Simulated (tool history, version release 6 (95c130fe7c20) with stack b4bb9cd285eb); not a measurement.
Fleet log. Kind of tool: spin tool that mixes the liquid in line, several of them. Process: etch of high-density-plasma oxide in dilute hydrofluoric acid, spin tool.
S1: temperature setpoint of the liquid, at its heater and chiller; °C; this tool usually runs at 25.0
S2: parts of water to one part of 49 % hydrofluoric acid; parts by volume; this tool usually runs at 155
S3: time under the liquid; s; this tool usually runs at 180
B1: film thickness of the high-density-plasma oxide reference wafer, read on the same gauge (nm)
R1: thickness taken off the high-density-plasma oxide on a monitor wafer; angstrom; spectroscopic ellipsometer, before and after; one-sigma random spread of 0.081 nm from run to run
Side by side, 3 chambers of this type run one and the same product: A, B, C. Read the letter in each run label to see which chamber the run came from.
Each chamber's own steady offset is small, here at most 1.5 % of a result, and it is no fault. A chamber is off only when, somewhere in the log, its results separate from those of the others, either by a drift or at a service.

run	hour	S1	S2	S3	B1	R1
1B	5.4	25.0	155	180	39.992	99.430
2A	11.2	25.0	155	180	39.963	101.220
3C	15.4	25.0	155	180	40.024	99.874
4B	23.7	25.0	155	180	40.009	99.284
5A	31.2	25.0	155	180	40.010	100.850
6C	35.3	25.0	155	180	40.022	100.160
7B	42.8	25.0	180	135	39.977	62.259
8C	52.1	25.0	180	135	39.999	62.698
9A	59.1	25.0	180	135	40.024	63.533
10C	63.8	25.0	155	180	40.000	99.841
11B	68.4	25.0	200	180	40.008	72.167
12A	77.1	25.0	200	180	40.035	75.291
13C	81.8	25.0	200	180	40.029	74.074
14A	89.0	25.0	155	180	39.983	101.220
15B	97.6	25.0	210	115	39.968	42.791
16A	105.2	25.0	210	115	40.022	45.188
17C	109.3	25.0	210	115	39.980	44.420
18B	113.3	25.0	155	180	40.048	95.540
19C	120.1	25.0	155	180	39.987	100.030
20A	128.8	25.0	155	180	40.009	100.130

What goes on in this fleet: one chamber off, a drifting gauge, or nothing beyond the chambers' own small offsets? Name the chamber and the cause, if any.

One chamber, B, drifts off from the rest bit by bit.
Likeliest cause: hydrofluoric acid flow below the setpoint (%) = 4.86.
The log may not separate it from: liquid colder than its thermometer reads (K).

Here are 4 candidates for chamber B's next run, each the usual settings with a change, their results left as question marks. Which one brings its results back in line with what the others give on the usual settings?
Counts as in line when no further than this from what the other chambers average on the usual settings: R1 2.800 angstrom
21B-1	135.4	25.0	145	190		?
21B-2	135.4	23.5	155	180		?
21B-3	135.4	25.0	165	170		?
21B-4	135.4	25.0	150	185		?

Mean of the other chambers on the usual settings: R1 100.490 angstrom
run	R1
21B-1	108.120
21B-2	89.434
21B-3	83.079
21B-4	101.180
21B-4 is the one that brings the chamber's results back in line with the other chambers.
